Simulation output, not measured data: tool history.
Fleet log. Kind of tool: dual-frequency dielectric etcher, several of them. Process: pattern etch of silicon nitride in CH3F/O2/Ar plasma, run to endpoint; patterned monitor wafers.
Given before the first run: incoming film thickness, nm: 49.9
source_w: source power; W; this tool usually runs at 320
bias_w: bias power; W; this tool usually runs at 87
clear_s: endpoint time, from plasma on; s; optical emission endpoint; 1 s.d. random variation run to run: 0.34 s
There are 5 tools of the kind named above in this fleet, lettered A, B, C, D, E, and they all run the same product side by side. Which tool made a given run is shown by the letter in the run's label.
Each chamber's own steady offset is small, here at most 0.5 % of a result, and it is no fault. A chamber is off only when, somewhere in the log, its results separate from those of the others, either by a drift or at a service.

run,hour,source_w,bias_w,clear_s
1E,7.5,320,87,73.37
2D,15.7,320,87,73.7
3B,23.8,320,87,73.412
4A,33.4,320,87,73.512
5C,44.1,320,87,73.486
6B,54.1,320,87,73.9
7E,63.2,320,87,72.773
8A,73,320,87,73.515
9C,80.4,320,87,73.073
# hour 82.3: chamber A: wet clean of the chamber
10D,85.9,320,87,73.169
11B,92.6,360,87,70.575
12A,97.7,360,87,69.736
# hour 98.4: chamber C: wet clean of the chamber
13D,104.5,360,87,70.732
14C,112.4,360,87,70.272
15E,121.4,360,87,69.996
16A,130.4,320,87,73.54
17E,137.2,320,87,73.421
18D,142.4,320,104,68.821
19B,150.5,320,104,69.433
20C,157.3,320,104,67.9
# hour 161.2: chamber E: wet clean of the chamber
21A,162.9,320,104,68.822
22D,171.3,320,104,68.825
23C,181.3,320,87,73.621
24E,186.3,320,87,70.5
25B,193.9,320,87,73.332
26A,201.5,320,87,72.925
# hour 205.9: chamber E: source power generator calibrated
27B,211.7,320,87,73.439
# hour 214.1: chamber C: source power generator calibrated
28D,218.3,320,87,73.635
29E,223.6,320,87,70.402
30C,230.6,320,87,74.034
31C,240.9,320,99,69.812
# hour 250.5: chamber D: wet clean of the chamber
32B,251.3,320,99,69.674
33D,260.5,320,99,70.166
34A,268.3,320,99,69.973
35E,274.9,320,99,66.708
36A,280.5,340,70,76.84

Is one chamber off against the others, does the gauge drift, or is nothing wrong? If a chamber is off, say which, and what the likeliest cause is.

The work done on chamber E during a service left it standing apart from the others.
Likeliest cause: etch rate over this chamber's usual, % = 4.51.

Which of the 4 candidates below, each the usual settings with something changed and its results left as question marks, puts chamber E back in line with what the other chambers give on the usual settings?
In line means no further than this from the other chambers' mean on the usual settings: clear_s 1.2 s
37E-1,288.3,300,82,?
37E-2,288.3,360,96,?
37E-3,288.3,320,97,?
37E-4,288.3,290,78,?

Other chambers, usual settings, mean: clear_s 73.26 s
run,clear_s
37E-1,73.387
37E-2,64.662
37E-3,67.335
37E-4,75.694
With 37E-1, the chamber falls back in line with the rest.
